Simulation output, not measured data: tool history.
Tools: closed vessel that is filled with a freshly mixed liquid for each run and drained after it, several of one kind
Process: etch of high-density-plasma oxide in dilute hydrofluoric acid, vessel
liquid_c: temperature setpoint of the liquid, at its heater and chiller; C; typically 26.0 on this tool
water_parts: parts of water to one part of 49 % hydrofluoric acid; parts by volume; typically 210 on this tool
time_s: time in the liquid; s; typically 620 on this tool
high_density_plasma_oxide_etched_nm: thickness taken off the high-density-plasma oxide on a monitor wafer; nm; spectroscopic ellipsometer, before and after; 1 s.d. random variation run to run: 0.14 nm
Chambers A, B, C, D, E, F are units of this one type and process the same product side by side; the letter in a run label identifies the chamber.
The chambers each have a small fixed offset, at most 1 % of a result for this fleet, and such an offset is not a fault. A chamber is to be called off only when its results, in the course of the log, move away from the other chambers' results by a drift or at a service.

run   hour  liquid_c  water_parts  time_s  hours since the thermometer was replaced  hours since the hydrofluoric acid flow meter was replaced  read-back film thickness of the high-density-plasma oxide reference wafer, read on the same gauge (nm)  high_density_plasma_oxide_etched_nm
 1B   10.6      26.0          210     620                                    1498.2                                                      460.9                                                                                                  50.009                               20.328
 2E   15.5      26.0          210     620                                     838.0                                                     1679.9                                                                                                  49.993                               20.297
 3C   24.1      26.0          210     620                                     490.8                                                      992.8                                                                                                  50.016                               20.150
 4F   29.1      26.0          210     620                                    2431.6                                                      431.4                                                                                                  49.999                               20.497
      37.9  -- chamber E: hydrofluoric acid flow meter replaced
 5A   40.3      26.0          210     620                                    1042.5                                                      674.5                                                                                                  49.952                               20.428
 6D   46.0      28.0          145     620                                     785.1                                                      169.3                                                                                                  49.945                               34.194
 7E   56.6      28.0          145     620                                     879.1                                                       18.8                                                                                                  50.022                               34.030
 8F   67.0      28.0          145     620                                    2469.5                                                      469.3                                                                                                  49.982                               33.965
 9C   78.3      28.0          145     620                                     545.0                                                     1047.0                                                                                                  49.989                               33.916
10D   83.4      28.0          145     620                                     822.5                                                      206.7                                                                                                  49.976                               34.247
      90.2  -- chamber C: hydrofluoric acid flow meter replaced
11B   90.2      28.0          145     620                                    1577.8                                                      540.5                                                                                                  50.063                               34.422
      95.6  -- chamber E: thermometer replaced
12A   97.8      26.0          210     620                                    1100.0                                                      732.0                                                                                                  49.972                               20.729
      98.1  -- chamber B: hydrofluoric acid flow meter replaced
13E  105.8      26.0          210     620                                      10.3                                                       68.0                                                                                                  50.007                               20.638
14A  110.9      26.0          210     620                                    1113.1                                                      745.1                                                                                                  50.026                               20.528
15F  121.4      26.0          210     620                                    2523.9                                                      523.7                                                                                                  50.015                               20.600
16D  129.9      26.0          210     620                                     869.0                                                      253.2                                                                                                  50.011                               20.235
17C  140.0      26.0          210     620                                     606.7                                                       49.8                                                                                                  50.044                               20.110
18B  148.1      26.0          210     620                                    1635.7                                                       50.1                                                                                                  50.002                               20.278
19C  159.3      22.5          210     620                                     626.0                                                       69.1                                                                                                  49.976                               17.695
20D  170.1      22.5          210     620                                     909.2                                                      293.4                                                                                                  49.969                               18.026
21E  175.9      22.5          210     620                                      80.4                                                      138.1                                                                                                  50.004                               17.964
22B  182.9      22.5          210     620                                    1670.5                                                       84.9                                                                                                  49.991                               17.968
23A  188.4      22.5          210     620                                    1190.6                                                      822.6                                                                                                  50.015                               17.797
24F  198.6      22.5          210     620                                    2601.1                                                      600.9                                                                                                  49.985                               18.075
     208.8  -- chamber F: thermometer replaced
25B  209.1      26.0          210     620                                    1696.7                                                      111.1                                                                                                  49.996                               20.174
26C  218.6      26.0          210     620                                     685.3                                                      128.4                                                                                                  49.988                               20.209
27A  229.9      26.0          210     620                                    1232.1                                                      864.1                                                                                                  50.013                               19.681
28F  238.0      26.0          210     620                                      29.3                                                      640.3                                                                                                  50.010                               20.493
29E  249.2      26.0          210     620                                     153.7                                                      211.4                                                                                                  50.007                               20.539
30D  256.0      23.5          295     620                                     995.1                                                      379.3                                                                                                  49.947                               12.126
31E  263.1      23.5          295     620                                     167.6                                                      225.3                                                                                                  49.995                               12.054
32C  272.2      23.5          295     620                                     738.9                                                      182.0                                                                                                  49.991                               12.146
33B  283.3      23.5          295     620                                    1770.9                                                      185.3                                                                                                  50.017                               12.124
34F  290.3      23.5          295     620                                      81.6                                                      692.6                                                                                                  50.025                               12.162
35A  296.8      23.5          295     620                                    1299.0                                                      931.0                                                                                                  49.990                               11.533
36D  303.8      26.0          210     910                                    1042.9                                                      427.1                                                                                                  50.061                               29.370
37D  311.7      26.0          210     910                                    1050.8                                                      435.0                                                                                                  50.006                               30.319
38C  319.7      26.0          210     910                                     786.4                                                      229.5                                                                                                  49.962                               29.440
39F  326.2      26.0          210     910                                     117.5                                                      728.5                                                                                                  49.932                               29.990
40A  335.3      26.0          210     910                                    1337.5                                                      969.5                                                                                                  49.963                               27.859
41E  343.2      26.0          210     910                                     247.7                                                      305.4                                                                                                  50.044                               30.019
42B  350.2      26.0          210     620                                    1837.8                                                      252.2                                                                                                  50.008                               20.456
43C  361.7      26.0          210     620                                     828.4                                                      271.5                                                                                                  49.975                               19.901

Which is it: a chamber that has drifted or been left off by a service, a gauge drift common to all chambers, or only each chamber's usual small offset? If a chamber is off, name it and its likeliest cause.

It is chamber A that slowly wanders off from its peers.
What lies behind it: liquid colder than its thermometer reads (K) = 2.4.
The log may not tell that from: hydrofluoric acid flow below the setpoint (%).

Which of the 4 candidates below, each the usual settings with something changed and its results left as question marks, puts chamber A back in line with what the other chambers give on the usual settings?
In line means no further than this from the other chambers' mean on the usual settings: high_density_plasma_oxide_etched_nm 0.470 nm
44A-1  369.9      26.0          210     570                                                                                                                                                                                                                                                 ?
44A-2  369.9      28.0          210     620                                                                                                                                                                                                                                                 ?
44A-3  369.9      22.0          210     620                                                                                                                                                                                                                                                 ?
44A-4  369.9      26.0          195     665                                                                                                                                                                                                                                                 ?

The other chambers' mean on the usual settings: high_density_plasma_oxide_etched_nm 20.336 nm
  run  high_density_plasma_oxide_etched_nm
44A-1                               17.247
44A-2                               20.165
44A-3                               16.151
44A-4                               22.035
44A-2 is the one that brings the chamber's results back in line with the other chambers.
